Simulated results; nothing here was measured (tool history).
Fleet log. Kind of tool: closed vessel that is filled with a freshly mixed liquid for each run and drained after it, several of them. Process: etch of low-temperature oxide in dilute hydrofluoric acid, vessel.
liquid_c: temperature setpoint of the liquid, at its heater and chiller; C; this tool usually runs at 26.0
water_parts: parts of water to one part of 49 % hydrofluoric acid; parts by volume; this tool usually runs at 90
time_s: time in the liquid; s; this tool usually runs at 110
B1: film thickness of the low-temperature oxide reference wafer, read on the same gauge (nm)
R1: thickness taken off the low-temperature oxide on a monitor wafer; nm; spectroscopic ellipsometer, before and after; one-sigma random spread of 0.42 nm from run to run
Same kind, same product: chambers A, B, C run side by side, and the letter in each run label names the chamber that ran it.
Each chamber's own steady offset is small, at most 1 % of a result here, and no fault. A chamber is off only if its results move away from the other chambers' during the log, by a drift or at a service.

run 1B hour=4.4 | liquid_c=26.0 water_parts=90 time_s=110 | B1=39.972 | R1=44.113
run 2A hour=7.2 | liquid_c=26.0 water_parts=90 time_s=110 | B1=40.007 | R1=44.306
run 3C hour=11.0 | liquid_c=26.0 water_parts=90 time_s=110 | B1=39.997 | R1=45.765
run 4B hour=14.7 | liquid_c=26.0 water_parts=90 time_s=110 | B1=40.004 | R1=45.136
run 5A hour=17.5 | liquid_c=26.0 water_parts=90 time_s=110 | B1=40.016 | R1=43.670
run 6C hour=21.6 | liquid_c=26.0 water_parts=90 time_s=110 | B1=40.005 | R1=44.769
run 7A hour=24.4 | liquid_c=26.0 water_parts=90 time_s=110 | B1=40.012 | R1=44.263
run 8B hour=27.9 | liquid_c=26.0 water_parts=90 time_s=110 | B1=40.023 | R1=44.191
run 9C hour=30.1 | liquid_c=26.0 water_parts=90 time_s=110 | B1=40.018 | R1=45.190
run 10C hour=33.4 | liquid_c=26.0 water_parts=90 time_s=110 | B1=39.987 | R1=44.814
run 11A hour=37.0 | liquid_c=26.0 water_parts=90 time_s=110 | B1=39.991 | R1=44.533
run 12B hour=39.7 | liquid_c=26.0 water_parts=90 time_s=110 | B1=39.987 | R1=45.081
run 13C hour=43.0 | liquid_c=26.0 water_parts=90 time_s=110 | B1=39.995 | R1=44.944
run 14A hour=47.5 | liquid_c=26.0 water_parts=90 time_s=110 | B1=39.970 | R1=43.939
run 15B hour=52.2 | liquid_c=26.0 water_parts=90 time_s=110 | B1=39.998 | R1=44.873
run 16A hour=55.7 | liquid_c=26.0 water_parts=90 time_s=110 | B1=40.015 | R1=44.415
run 17C hour=60.0 | liquid_c=26.0 water_parts=90 time_s=110 | B1=39.975 | R1=44.213
run 18B hour=62.3 | liquid_c=26.0 water_parts=90 time_s=110 | B1=39.997 | R1=45.964
run 19B hour=66.6 | liquid_c=26.0 water_parts=90 time_s=110 | B1=39.992 | R1=45.319
run 20A hour=70.5 | liquid_c=26.0 water_parts=90 time_s=110 | B1=39.996 | R1=43.215
run 21C hour=73.0 | liquid_c=26.0 water_parts=90 time_s=110 | B1=39.996 | R1=44.353
run 22A hour=77.1 | liquid_c=26.0 water_parts=90 time_s=110 | B1=40.009 | R1=43.198
run 23B hour=80.1 | liquid_c=30.5 water_parts=90 time_s=110 | B1=39.989 | R1=54.340
run 24C hour=84.8 | liquid_c=30.5 water_parts=90 time_s=110 | B1=39.982 | R1=53.593
run 25B hour=87.5 | liquid_c=30.5 water_parts=90 time_s=110 | B1=40.009 | R1=53.079
run 26A hour=92.0 | liquid_c=26.0 water_parts=90 time_s=110 | B1=39.993 | R1=41.092
run 27C hour=95.6 | liquid_c=26.0 water_parts=90 time_s=110 | B1=39.979 | R1=44.605
run 28A hour=100.6 | liquid_c=26.0 water_parts=90 time_s=110 | B1=39.985 | R1=40.833
run 29C hour=103.1 | liquid_c=26.0 water_parts=90 time_s=110 | B1=39.977 | R1=43.850
run 30B hour=105.4 | liquid_c=26.0 water_parts=90 time_s=110 | B1=40.018 | R1=45.474
run 31A hour=108.6 | liquid_c=26.0 water_parts=90 time_s=110 | B1=40.004 | R1=40.193
run 32C hour=113.1 | liquid_c=26.0 water_parts=90 time_s=110 | B1=39.999 | R1=43.776
run 33B hour=116.6 | liquid_c=26.0 water_parts=90 time_s=110 | B1=40.008 | R1=44.946
run 34C hour=121.0 | liquid_c=26.0 water_parts=90 time_s=110 | B1=39.987 | R1=44.665

The same settings go to every chamber for the next run, one line per chamber below. Forecast the results for each:
run 35A hour=124.6 | liquid_c=26.0 water_parts=90 time_s=110 | R1=?
run 35B hour=124.6 | liquid_c=26.0 water_parts=90 time_s=110 | R1=?
run 35C hour=124.6 | liquid_c=26.0 water_parts=90 time_s=110 | R1=?

run=35A R1=39.079
run=35B R1=44.457
run=35C R1=45.325

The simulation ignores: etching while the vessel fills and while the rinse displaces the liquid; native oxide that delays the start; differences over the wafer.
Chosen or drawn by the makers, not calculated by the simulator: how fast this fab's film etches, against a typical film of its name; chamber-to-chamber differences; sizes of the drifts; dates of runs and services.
